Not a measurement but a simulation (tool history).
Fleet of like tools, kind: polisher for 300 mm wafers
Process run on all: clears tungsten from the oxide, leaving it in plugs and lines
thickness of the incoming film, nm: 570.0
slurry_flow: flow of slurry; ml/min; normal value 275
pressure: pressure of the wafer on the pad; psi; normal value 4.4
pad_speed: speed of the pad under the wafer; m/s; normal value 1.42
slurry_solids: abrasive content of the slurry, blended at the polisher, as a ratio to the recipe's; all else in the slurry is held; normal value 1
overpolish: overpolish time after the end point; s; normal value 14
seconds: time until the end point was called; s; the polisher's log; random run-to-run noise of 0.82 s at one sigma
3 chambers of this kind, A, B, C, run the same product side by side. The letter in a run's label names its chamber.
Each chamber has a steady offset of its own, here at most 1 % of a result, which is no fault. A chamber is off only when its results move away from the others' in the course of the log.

{"run": "1B", "day": 0.408, "slurry_flow": 275, "pressure": 4.4, "pad_speed": 1.42, "slurry_solids": 1, "overpolish": 14, "seconds": 62.98}
{"run": "2A", "day": 0.808, "slurry_flow": 275, "pressure": 4.4, "pad_speed": 1.42, "slurry_solids": 1, "overpolish": 14, "seconds": 62.374}
{"day": 0.812, "done": "chamber B: slurry tank refilled with fresh slurry and peroxide"}
{"day": 1.021, "done": "chamber A: slurry blender recalibrated"}
{"run": "3C", "day": 1.275, "slurry_flow": 275, "pressure": 4.4, "pad_speed": 1.42, "slurry_solids": 1, "overpolish": 14, "seconds": 62.711}
{"run": "4C", "day": 1.804, "slurry_flow": 275, "pressure": 4.4, "pad_speed": 1.42, "slurry_solids": 1, "overpolish": 14, "seconds": 63.408}
{"day": 2.096, "done": "chamber B: worn pad replaced by a new one"}
{"run": "5A", "day": 2.346, "slurry_flow": 355, "pressure": 4.4, "pad_speed": 1.42, "slurry_solids": 1, "overpolish": 14, "seconds": 61.725}
{"day": 2.538, "done": "chamber B: head pressure recalibrated"}
{"day": 2.575, "done": "chamber C: worn pad replaced by a new one"}
{"run": "6B", "day": 2.862, "slurry_flow": 355, "pressure": 4.4, "pad_speed": 1.42, "slurry_solids": 1, "overpolish": 14, "seconds": 61.906}
{"run": "7C", "day": 3.158, "slurry_flow": 355, "pressure": 4.4, "pad_speed": 1.42, "slurry_solids": 1, "overpolish": 14, "seconds": 61.596}
{"day": 3.258, "done": "chamber A: slurry tank refilled with fresh slurry and peroxide"}
{"run": "8A", "day": 3.642, "slurry_flow": 305, "pressure": 3.7, "pad_speed": 1.42, "slurry_solids": 1, "overpolish": 14, "seconds": 73.705}
{"run": "9B", "day": 3.938, "slurry_flow": 305, "pressure": 3.7, "pad_speed": 1.42, "slurry_solids": 1, "overpolish": 14, "seconds": 73.974}
{"run": "10C", "day": 4.471, "slurry_flow": 305, "pressure": 3.7, "pad_speed": 1.42, "slurry_solids": 1, "overpolish": 14, "seconds": 74.866}
{"run": "11A", "day": 4.912, "slurry_flow": 275, "pressure": 4.4, "pad_speed": 1.42, "slurry_solids": 1, "overpolish": 14, "seconds": 64.597}
{"run": "12B", "day": 5.429, "slurry_flow": 275, "pressure": 4.4, "pad_speed": 1.42, "slurry_solids": 1, "overpolish": 14, "seconds": 62.45}
{"run": "13A", "day": 5.675, "slurry_flow": 275, "pressure": 4.4, "pad_speed": 1.42, "slurry_solids": 1, "overpolish": 14, "seconds": 65.042}
{"run": "14B", "day": 5.962, "slurry_flow": 275, "pressure": 4.4, "pad_speed": 1.42, "slurry_solids": 1, "overpolish": 14, "seconds": 63.731}
{"day": 6.25, "done": "chamber B: slurry tank refilled with fresh slurry and peroxide"}
{"run": "15C", "day": 6.429, "slurry_flow": 340, "pressure": 4.4, "pad_speed": 1.42, "slurry_solids": 1, "overpolish": 11, "seconds": 63.327}
{"day": 6.588, "done": "chamber A: slurry tank refilled with fresh slurry and peroxide"}
{"run": "16A", "day": 6.762, "slurry_flow": 340, "pressure": 4.4, "pad_speed": 1.42, "slurry_solids": 1, "overpolish": 11, "seconds": 62.161}
{"day": 7.05, "done": "chamber B: slurry nozzle cleaned"}
{"run": "17B", "day": 7.05, "slurry_flow": 340, "pressure": 4.4, "pad_speed": 1.42, "slurry_solids": 1, "overpolish": 11, "seconds": 61.451}
{"run": "18C", "day": 7.379, "slurry_flow": 275, "pressure": 4.4, "pad_speed": 1.42, "slurry_solids": 1, "overpolish": 14, "seconds": 64.439}
{"run": "19C", "day": 7.721, "slurry_flow": 275, "pressure": 4.4, "pad_speed": 1.42, "slurry_solids": 1, "overpolish": 14, "seconds": 63.235}
{"run": "20A", "day": 7.967, "slurry_flow": 275, "pressure": 4.4, "pad_speed": 1.42, "slurry_solids": 1, "overpolish": 14, "seconds": 63.522}
{"day": 8.146, "done": "chamber A: worn pad replaced by a new one"}
{"run": "21B", "day": 8.479, "slurry_flow": 275, "pressure": 4.4, "pad_speed": 1.42, "slurry_solids": 1, "overpolish": 14, "seconds": 63.053}
{"run": "22C", "day": 8.742, "slurry_flow": 275, "pressure": 4.4, "pad_speed": 1.42, "slurry_solids": 1, "overpolish": 14, "seconds": 65.76}
{"run": "23B", "day": 9.092, "slurry_flow": 230, "pressure": 5.5, "pad_speed": 1.42, "slurry_solids": 1, "overpolish": 14, "seconds": 50.258}
{"run": "24A", "day": 9.525, "slurry_flow": 230, "pressure": 5.5, "pad_speed": 1.42, "slurry_solids": 1, "overpolish": 14, "seconds": 50.931}
{"run": "25A", "day": 9.85, "slurry_flow": 230, "pressure": 5.5, "pad_speed": 1.42, "slurry_solids": 1, "overpolish": 14, "seconds": 52.972}
{"day": 10.083, "done": "chamber C: slurry nozzle cleaned"}
{"day": 10.192, "done": "chamber B: slurry blender recalibrated"}
{"day": 10.212, "done": "chamber A: slurry tank refilled with fresh slurry and peroxide"}
{"run": "26B", "day": 10.225, "slurry_flow": 275, "pressure": 4.4, "pad_speed": 1.42, "slurry_solids": 1, "overpolish": 14, "seconds": 62.546}
{"run": "27C", "day": 10.7, "slurry_flow": 275, "pressure": 4.4, "pad_speed": 1.42, "slurry_solids": 1, "overpolish": 14, "seconds": 64.115}
{"day": 11.183, "done": "chamber B: worn pad replaced by a new one"}
{"run": "28C", "day": 11.188, "slurry_flow": 275, "pressure": 4.4, "pad_speed": 1.42, "slurry_solids": 1, "overpolish": 14, "seconds": 66.989}
{"run": "29A", "day": 11.729, "slurry_flow": 275, "pressure": 5.1, "pad_speed": 1.42, "slurry_solids": 1, "overpolish": 17, "seconds": 53.942}
{"day": 11.85, "done": "chamber B: slurry tank refilled with fresh slurry and peroxide"}
{"run": "30B", "day": 12.167, "slurry_flow": 275, "pressure": 5.1, "pad_speed": 1.42, "slurry_solids": 1, "overpolish": 17, "seconds": 53.753}
{"day": 12.275, "done": "chamber C: worn pad replaced by a new one"}
{"run": "31C", "day": 12.612, "slurry_flow": 275, "pressure": 5.1, "pad_speed": 1.42, "slurry_solids": 1, "overpolish": 17, "seconds": 57.258}
{"day": 12.746, "done": "chamber A: slurry blender recalibrated"}
{"run": "32A", "day": 13.017, "slurry_flow": 190, "pressure": 4.4, "pad_speed": 1.42, "slurry_solids": 0.85, "overpolish": 14, "seconds": 67.784}
{"day": 13.238, "done": "chamber A: slurry tank refilled with fresh slurry and peroxide"}
{"run": "33B", "day": 13.362, "slurry_flow": 190, "pressure": 4.4, "pad_speed": 1.42, "slurry_solids": 0.85, "overpolish": 14, "seconds": 67.576}
{"run": "34A", "day": 13.679, "slurry_flow": 190, "pressure": 4.4, "pad_speed": 1.42, "slurry_solids": 0.85, "overpolish": 14, "seconds": 66.584}
{"run": "35C", "day": 13.917, "slurry_flow": 275, "pressure": 4.4, "pad_speed": 1.42, "slurry_solids": 1, "overpolish": 14, "seconds": 66.932}
{"run": "36B", "day": 14.404, "slurry_flow": 275, "pressure": 4.4, "pad_speed": 1.42, "slurry_solids": 1, "overpolish": 14, "seconds": 61.496}
{"run": "37C", "day": 14.717, "slurry_flow": 245, "pressure": 4.4, "pad_speed": 1.86, "slurry_solids": 1, "overpolish": 14, "seconds": 52.365}
{"run": "38A", "day": 15.246, "slurry_flow": 245, "pressure": 4.4, "pad_speed": 1.86, "slurry_solids": 1, "overpolish": 14, "seconds": 47.236}
{"run": "39B", "day": 15.5, "slurry_flow": 245, "pressure": 4.4, "pad_speed": 1.86, "slurry_solids": 1, "overpolish": 14, "seconds": 48.738}
{"run": "40B", "day": 15.796, "slurry_flow": 275, "pressure": 4.4, "pad_speed": 1.42, "slurry_solids": 1, "overpolish": 14, "seconds": 62.36}
{"day": 16.229, "done": "chamber A: worn pad replaced by a new one"}
{"run": "41A", "day": 16.262, "slurry_flow": 275, "pressure": 4.4, "pad_speed": 1.42, "slurry_solids": 1, "overpolish": 14, "seconds": 61.721}
{"day": 16.6, "done": "chamber B: slurry tank refilled with fresh slurry and peroxide"}
{"run": "42C", "day": 16.612, "slurry_flow": 275, "pressure": 4.4, "pad_speed": 1.42, "slurry_solids": 1, "overpolish": 14, "seconds": 68.234}
{"run": "43B", "day": 16.929, "slurry_flow": 345, "pressure": 4.4, "pad_speed": 1.42, "slurry_solids": 1, "overpolish": 14, "seconds": 61.286}
{"day": 17.079, "done": "chamber C: slurry blender recalibrated"}
{"run": "44C", "day": 17.283, "slurry_flow": 345, "pressure": 4.4, "pad_speed": 1.42, "slurry_solids": 1, "overpolish": 14, "seconds": 67.797}

Read the log: is a single chamber off, either drifting away or since a service, is the gauge that measures every chamber drifting, or is nothing wrong beyond small per-chamber offsets? Name any odd chamber and what most likely caused it.

Chamber C drifts away from the others.
Most likely cause: peroxide lost from the slurry, % = 21.3.
With only this log, it may be confused with: head's pressure below its setpoint, %.

Which of the 4 candidates below, each the usual settings with something changed and its results left as question marks, puts chamber C back in line with what the other chambers give on the usual settings?
In-line tolerance around the mean of the other chambers on the usual settings: seconds 2.9 s
{"run": "45C-1", "day": 17.671, "slurry_flow": 275, "pressure": 5.1, "pad_speed": 1.42, "slurry_solids": 1.05, "overpolish": 14, "seconds": "?"}
{"run": "45C-2", "day": 17.671, "slurry_flow": 275, "pressure": 4.4, "pad_speed": 1.3, "slurry_solids": 1, "overpolish": 14, "seconds": "?"}
{"run": "45C-3", "day": 17.671, "slurry_flow": 180, "pressure": 4.4, "pad_speed": 1.42, "slurry_solids": 0.6, "overpolish": 14, "seconds": "?"}
{"run": "45C-4", "day": 17.671, "slurry_flow": 275, "pressure": 4.6, "pad_speed": 1.48, "slurry_solids": 1, "overpolish": 14, "seconds": "?"}

The other chambers' mean on the usual settings: seconds 62.891 s
run=45C-1 seconds=58.588
run=45C-2 seconds=75.297
run=45C-3 seconds=81.583
run=45C-4 seconds=63.097
The answer is 45C-4, which returns the chamber to within the allowed miss of the others.
